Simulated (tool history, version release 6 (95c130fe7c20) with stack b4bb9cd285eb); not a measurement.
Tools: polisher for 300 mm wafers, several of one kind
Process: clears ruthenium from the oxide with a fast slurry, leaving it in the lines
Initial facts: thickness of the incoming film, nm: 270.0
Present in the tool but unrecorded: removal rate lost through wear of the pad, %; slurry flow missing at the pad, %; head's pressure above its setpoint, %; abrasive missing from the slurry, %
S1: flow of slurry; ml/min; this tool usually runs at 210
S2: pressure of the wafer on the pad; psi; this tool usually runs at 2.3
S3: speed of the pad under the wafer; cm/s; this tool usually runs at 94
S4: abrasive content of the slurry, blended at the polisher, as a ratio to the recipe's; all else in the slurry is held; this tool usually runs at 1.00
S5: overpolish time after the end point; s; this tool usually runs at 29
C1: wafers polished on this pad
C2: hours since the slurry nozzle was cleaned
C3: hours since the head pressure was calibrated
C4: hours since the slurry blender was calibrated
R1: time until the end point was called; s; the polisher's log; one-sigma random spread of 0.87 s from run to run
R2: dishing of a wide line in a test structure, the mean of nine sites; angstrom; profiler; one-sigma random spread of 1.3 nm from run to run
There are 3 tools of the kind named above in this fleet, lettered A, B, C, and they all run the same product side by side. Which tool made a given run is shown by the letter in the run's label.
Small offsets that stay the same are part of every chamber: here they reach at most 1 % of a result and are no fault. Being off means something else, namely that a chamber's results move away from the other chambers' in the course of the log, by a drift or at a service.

run,day,S1,S2,S3,S4,S5,C1,C2,C3,C4,R1,R2
1C,0.275,210,2.3,94,1.00,29,418,483.1,525.5,248.7,92.599,692.83
2B,0.617,210,2.3,94,1.00,29,321,318.5,284.4,139.4,93.615,663.26
3A,0.871,210,2.3,94,1.00,29,763,108.5,519.0,179.5,90.398,658.26
4B,1.146,210,2.3,94,1.00,29,403,331.2,297.1,152.1,90.911,683.16
5C,1.429,210,2.3,94,1.00,29,597,510.8,553.2,276.4,92.066,657.82
6A,1.771,210,2.3,94,1.00,29,903,130.1,540.6,201.1,91.209,676.39
7B,2.029,210,2.3,94,1.00,29,540,352.4,318.3,173.3,90.786,684.25
8C,2.388,210,2.3,94,1.00,29,746,533.8,576.2,299.4,91.931,670.89
# day 2.417: chamber B: head pressure recalibrated
9A,2.671,210,2.3,94,1.00,29,1042,151.7,562.2,222.7,90.546,685.21
# day 2.742: chamber A: head pressure recalibrated
10B,2.938,210,2.3,94,1.00,29,681,374.2,12.6,195.1,90.069,652.35
11A,3.254,210,2.3,94,1.00,29,1133,165.7,12.4,236.7,91.054,665.57
12C,3.588,210,2.3,94,1.00,29,932,562.6,605.0,328.2,91.013,657.71
13A,3.883,210,2.3,94,1.00,29,1230,180.8,27.5,251.8,94.454,665.06
# day 3.929: chamber B: slurry nozzle cleaned
14B,4.221,210,2.8,94,0.80,29,880,7.1,43.4,225.9,83.193,742.09
15C,4.525,210,2.8,94,0.80,29,1078,585.1,627.5,350.7,85.781,710.78
16B,4.842,210,2.8,94,0.80,29,977,22.0,58.3,240.8,83.591,713.91
17A,5.188,210,2.3,94,1.00,29,1433,212.1,58.8,283.1,95.788,635.08
# day 5.238: chamber C: worn pad replaced by a new one
18C,5.475,210,2.3,94,1.00,29,37,607.9,650.3,373.5,91.067,667.47
19B,5.796,210,1.8,94,1.00,29,1125,44.9,81.2,263.7,114.290,563.63
20A,6.167,210,1.8,94,1.00,29,1585,235.6,82.3,306.6,125.510,508.85
# day 6.292: chamber B: slurry blender recalibrated
# day 6.438: chamber C: head pressure recalibrated
21C,6.517,210,1.8,94,1.00,29,198,632.9,2.0,398.5,118.110,541.33
22B,6.883,210,2.8,94,1.25,29,1294,71.0,107.3,14.3,68.516,838.76

All chambers now run identical settings, listed one chamber a line with results as question marks. What results will each chamber show?
23A,7.162,210,2.3,94,1.00,29,,,,,?,?
23B,7.162,210,2.3,94,1.00,29,,,,,?,?
23C,7.162,210,2.3,94,1.00,29,,,,,?,?

run,R1,R2
23A,101.760,611.83
23B,90.964,671.32
23C,92.875,653.88

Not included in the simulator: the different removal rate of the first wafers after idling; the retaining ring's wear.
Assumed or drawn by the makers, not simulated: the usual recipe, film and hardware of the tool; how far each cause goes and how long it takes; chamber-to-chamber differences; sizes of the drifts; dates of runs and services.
